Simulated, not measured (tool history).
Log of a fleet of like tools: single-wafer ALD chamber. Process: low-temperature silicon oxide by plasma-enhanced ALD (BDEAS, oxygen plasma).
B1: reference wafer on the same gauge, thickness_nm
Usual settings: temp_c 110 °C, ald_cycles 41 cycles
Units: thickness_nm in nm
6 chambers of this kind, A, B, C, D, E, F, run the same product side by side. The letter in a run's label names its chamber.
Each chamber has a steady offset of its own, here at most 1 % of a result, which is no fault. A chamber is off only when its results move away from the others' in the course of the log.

{"run": "1A", "hour": 10.9, "temp_c": 110, "ald_cycles": 41, "B1": 6.2861, "thickness_nm": 5.6844}
{"run": "2E", "hour": 24.4, "temp_c": 110, "ald_cycles": 41, "B1": 6.283, "thickness_nm": 5.6974}
{"run": "3D", "hour": 37.9, "temp_c": 110, "ald_cycles": 41, "B1": 6.2887, "thickness_nm": 5.7998}
{"run": "4B", "hour": 48.6, "temp_c": 110, "ald_cycles": 41, "B1": 6.2901, "thickness_nm": 5.8001}
{"run": "5F", "hour": 55.2, "temp_c": 110, "ald_cycles": 41, "B1": 6.2882, "thickness_nm": 5.7222}
{"run": "6C", "hour": 62.7, "temp_c": 110, "ald_cycles": 41, "B1": 6.2977, "thickness_nm": 5.7254}
{"run": "7A", "hour": 73.7, "temp_c": 110, "ald_cycles": 41, "B1": 6.2831, "thickness_nm": 5.7835}
{"run": "8F", "hour": 84.7, "temp_c": 110, "ald_cycles": 41, "B1": 6.2851, "thickness_nm": 5.7189}
{"run": "9C", "hour": 94.2, "temp_c": 110, "ald_cycles": 41, "B1": 6.2954, "thickness_nm": 5.7979}
{"run": "10B", "hour": 102.0, "temp_c": 110, "ald_cycles": 41, "B1": 6.2857, "thickness_nm": 5.8479}
{"run": "11E", "hour": 113.9, "temp_c": 110, "ald_cycles": 45, "B1": 6.2932, "thickness_nm": 6.2648}
{"run": "12D", "hour": 122.4, "temp_c": 110, "ald_cycles": 45, "B1": 6.2867, "thickness_nm": 6.3284}
{"run": "13E", "hour": 135.5, "temp_c": 110, "ald_cycles": 45, "B1": 6.2929, "thickness_nm": 6.2682}
{"run": "14C", "hour": 142.6, "temp_c": 110, "ald_cycles": 45, "B1": 6.2933, "thickness_nm": 6.3485}
{"run": "15F", "hour": 152.0, "temp_c": 110, "ald_cycles": 45, "B1": 6.2868, "thickness_nm": 6.2466}
{"run": "16B", "hour": 164.7, "temp_c": 110, "ald_cycles": 45, "B1": 6.3031, "thickness_nm": 6.3424}
{"run": "17A", "hour": 177.7, "temp_c": 110, "ald_cycles": 41, "B1": 6.2872, "thickness_nm": 5.7426}
{"run": "18D", "hour": 183.8, "temp_c": 110, "ald_cycles": 41, "B1": 6.2909, "thickness_nm": 5.7526}
{"run": "19F", "hour": 193.7, "temp_c": 122, "ald_cycles": 38, "B1": 6.3029, "thickness_nm": 5.2291}
{"run": "20E", "hour": 201.5, "temp_c": 122, "ald_cycles": 38, "B1": 6.2932, "thickness_nm": 5.1679}
{"run": "21C", "hour": 215.0, "temp_c": 122, "ald_cycles": 38, "B1": 6.2893, "thickness_nm": 5.2094}
{"run": "22D", "hour": 225.6, "temp_c": 122, "ald_cycles": 38, "B1": 6.2864, "thickness_nm": 5.2909}
{"run": "23A", "hour": 234.7, "temp_c": 122, "ald_cycles": 38, "B1": 6.2967, "thickness_nm": 5.2237}
{"hour": 236.2, "done": "chamber E: thermocouple changed; heater temperature recalibrated"}
{"run": "24B", "hour": 248.4, "temp_c": 122, "ald_cycles": 38, "B1": 6.2909, "thickness_nm": 5.2141}
{"run": "25A", "hour": 256.1, "temp_c": 110, "ald_cycles": 41, "B1": 6.2812, "thickness_nm": 5.7353}
{"run": "26C", "hour": 265.7, "temp_c": 110, "ald_cycles": 41, "B1": 6.2833, "thickness_nm": 5.7648}
{"run": "27B", "hour": 275.5, "temp_c": 110, "ald_cycles": 41, "B1": 6.2916, "thickness_nm": 5.7337}
{"run": "28D", "hour": 282.3, "temp_c": 110, "ald_cycles": 37, "B1": 6.2904, "thickness_nm": 5.2128}
{"run": "29E", "hour": 293.2, "temp_c": 110, "ald_cycles": 37, "B1": 6.2919, "thickness_nm": 5.1728}
{"run": "30F", "hour": 300.0, "temp_c": 110, "ald_cycles": 37, "B1": 6.2915, "thickness_nm": 5.2196}
{"run": "31F", "hour": 309.3, "temp_c": 110, "ald_cycles": 37, "B1": 6.2958, "thickness_nm": 5.1949}
{"run": "32B", "hour": 316.1, "temp_c": 110, "ald_cycles": 37, "B1": 6.2926, "thickness_nm": 5.283}
{"run": "33D", "hour": 326.1, "temp_c": 110, "ald_cycles": 37, "B1": 6.2859, "thickness_nm": 5.2478}
{"run": "34E", "hour": 340.0, "temp_c": 110, "ald_cycles": 41, "B1": 6.2908, "thickness_nm": 5.7438}
{"run": "35C", "hour": 352.0, "temp_c": 102, "ald_cycles": 48, "B1": 6.2874, "thickness_nm": 6.8689}
{"run": "36A", "hour": 359.0, "temp_c": 102, "ald_cycles": 48, "B1": 6.2818, "thickness_nm": 6.7549}
{"run": "37D", "hour": 371.3, "temp_c": 102, "ald_cycles": 48, "B1": 6.2796, "thickness_nm": 6.948}
{"run": "38B", "hour": 380.7, "temp_c": 102, "ald_cycles": 48, "B1": 6.2926, "thickness_nm": 6.902}
{"run": "39E", "hour": 391.6, "temp_c": 102, "ald_cycles": 48, "B1": 6.2882, "thickness_nm": 6.8189}

What goes on in this fleet: one chamber off, a drifting gauge, or nothing beyond the chambers' own small offsets? Name the chamber and the cause, if any.

No chamber stands off beyond its own small offset, and the gauge holds steady.
